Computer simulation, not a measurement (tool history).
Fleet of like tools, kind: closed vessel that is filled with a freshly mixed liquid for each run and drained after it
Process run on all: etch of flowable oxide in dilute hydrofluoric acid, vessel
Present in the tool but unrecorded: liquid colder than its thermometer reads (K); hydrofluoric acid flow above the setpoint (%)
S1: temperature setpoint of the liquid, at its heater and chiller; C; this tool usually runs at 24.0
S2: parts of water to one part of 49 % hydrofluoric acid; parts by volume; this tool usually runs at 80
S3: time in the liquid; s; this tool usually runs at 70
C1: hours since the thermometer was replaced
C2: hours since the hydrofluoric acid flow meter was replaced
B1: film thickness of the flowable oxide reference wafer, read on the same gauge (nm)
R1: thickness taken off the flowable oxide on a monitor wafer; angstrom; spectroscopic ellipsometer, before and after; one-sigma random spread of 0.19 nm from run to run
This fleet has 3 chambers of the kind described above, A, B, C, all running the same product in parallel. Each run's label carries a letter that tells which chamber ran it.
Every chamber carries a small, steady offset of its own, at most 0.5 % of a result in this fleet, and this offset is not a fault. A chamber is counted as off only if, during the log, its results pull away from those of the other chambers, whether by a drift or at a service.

Run 1C, hour 8.5: usual settings; C1 10.5; C2 737.1; B1 90.015. Result: R1 282.78 angstrom.
Run 2B, hour 17.1: usual settings; C1 2042.4; C2 271.8; B1 90.012. Result: R1 281.07 angstrom.
Run 3A, hour 23.5: usual settings; C1 1121.3; C2 325.7; B1 89.978. Result: R1 277.27 angstrom.
Run 4B, hour 33.0: usual settings; C1 2058.3; C2 287.7; B1 90.000. Result: R1 275.69 angstrom.
Run 5A, hour 40.2: usual settings; C1 1138.0; C2 342.4; B1 89.978. Result: R1 279.31 angstrom.
Run 6C, hour 47.3: usual settings; C1 49.3; C2 775.9; B1 90.017. Result: R1 282.61 angstrom.
Run 7C, hour 54.8: usual settings but S1 21.5 C, S2 55 parts by volume; C1 56.8; C2 783.4; B1 89.954. Result: R1 387.44 angstrom.
Run 8B, hour 65.0: usual settings but S1 21.5 C, S2 55 parts by volume; C1 2090.3; C2 319.7; B1 89.995. Result: R1 378.33 angstrom.
Run 9A, hour 73.7: usual settings but S1 21.5 C, S2 55 parts by volume; C1 1171.5; C2 375.9; B1 89.959. Result: R1 376.55 angstrom.
Run 10B, hour 78.5: usual settings; C1 2103.8; C2 333.2; B1 89.999. Result: R1 280.10 angstrom.
Run 11C, hour 87.2: usual settings; C1 89.2; C2 815.8; B1 90.006. Result: R1 288.58 angstrom.
Run 12A, hour 95.9: usual settings; C1 1193.7; C2 398.1; B1 90.000. Result: R1 283.97 angstrom.
Run 13B, hour 106.5: usual settings; C1 2131.8; C2 361.2; B1 89.994. Result: R1 281.21 angstrom.
Run 14A, hour 116.8: usual settings; C1 1214.6; C2 419.0; B1 89.991. Result: R1 278.89 angstrom.
Run 15C, hour 126.6: usual settings; C1 128.6; C2 855.2; B1 89.957. Result: R1 293.54 angstrom.
At hour 133.9: chamber A: thermometer replaced.
Run 16A, hour 134.8: usual settings; C1 0.9; C2 437.0; B1 89.988. Result: R1 278.86 angstrom.
Run 17B, hour 144.5: usual settings; C1 2169.8; C2 399.2; B1 89.978. Result: R1 279.15 angstrom.
Run 18C, hour 153.3: usual settings; C1 155.3; C2 881.9; B1 89.999. Result: R1 297.42 angstrom.
Run 19B, hour 160.6: usual settings; C1 2185.9; C2 415.3; B1 90.009. Result: R1 282.17 angstrom.
Run 20C, hour 166.4: usual settings; C1 168.4; C2 895.0; B1 90.018. Result: R1 296.87 angstrom.

Read the log: is a single chamber off, either drifting away or since a service, is the gauge that measures every chamber drifting, or is nothing wrong beyond small per-chamber offsets? Name any odd chamber and what most likely caused it.

Chamber C drifts away from the others.
Likeliest cause: hydrofluoric acid flow above the setpoint (%) = 6.32.
The log might look much the same if the cause were instead: liquid hotter than its thermometer reads (K).

Below are 4 candidate recipes for chamber C's next run, each the usual settings with a change, their results shown as question marks. Which of them brings C's results back in line with what the other chambers give on the usual settings?
Maximum distance from the other chambers' mean on the usual settings for a result to count as in line: R1 6.70 angstrom
Run 21C-1, hour 173.9: usual settings but S1 21.5 C. Result: R1 ?.
Run 21C-2, hour 173.9: usual settings but S3 65 s. Result: R1 ?.
Run 21C-3, hour 173.9: usual settings but S3 75 s. Result: R1 ?.
Run 21C-4, hour 173.9: usual settings but S1 26.5 C. Result: R1 ?.

Other chambers, usual settings, mean: R1 280.25 angstrom
  run      R1
21C-1  269.19
21C-2  277.26
21C-3  319.91
21C-4  330.45
The answer is 21C-2, which returns the chamber to within the allowed miss of the others.

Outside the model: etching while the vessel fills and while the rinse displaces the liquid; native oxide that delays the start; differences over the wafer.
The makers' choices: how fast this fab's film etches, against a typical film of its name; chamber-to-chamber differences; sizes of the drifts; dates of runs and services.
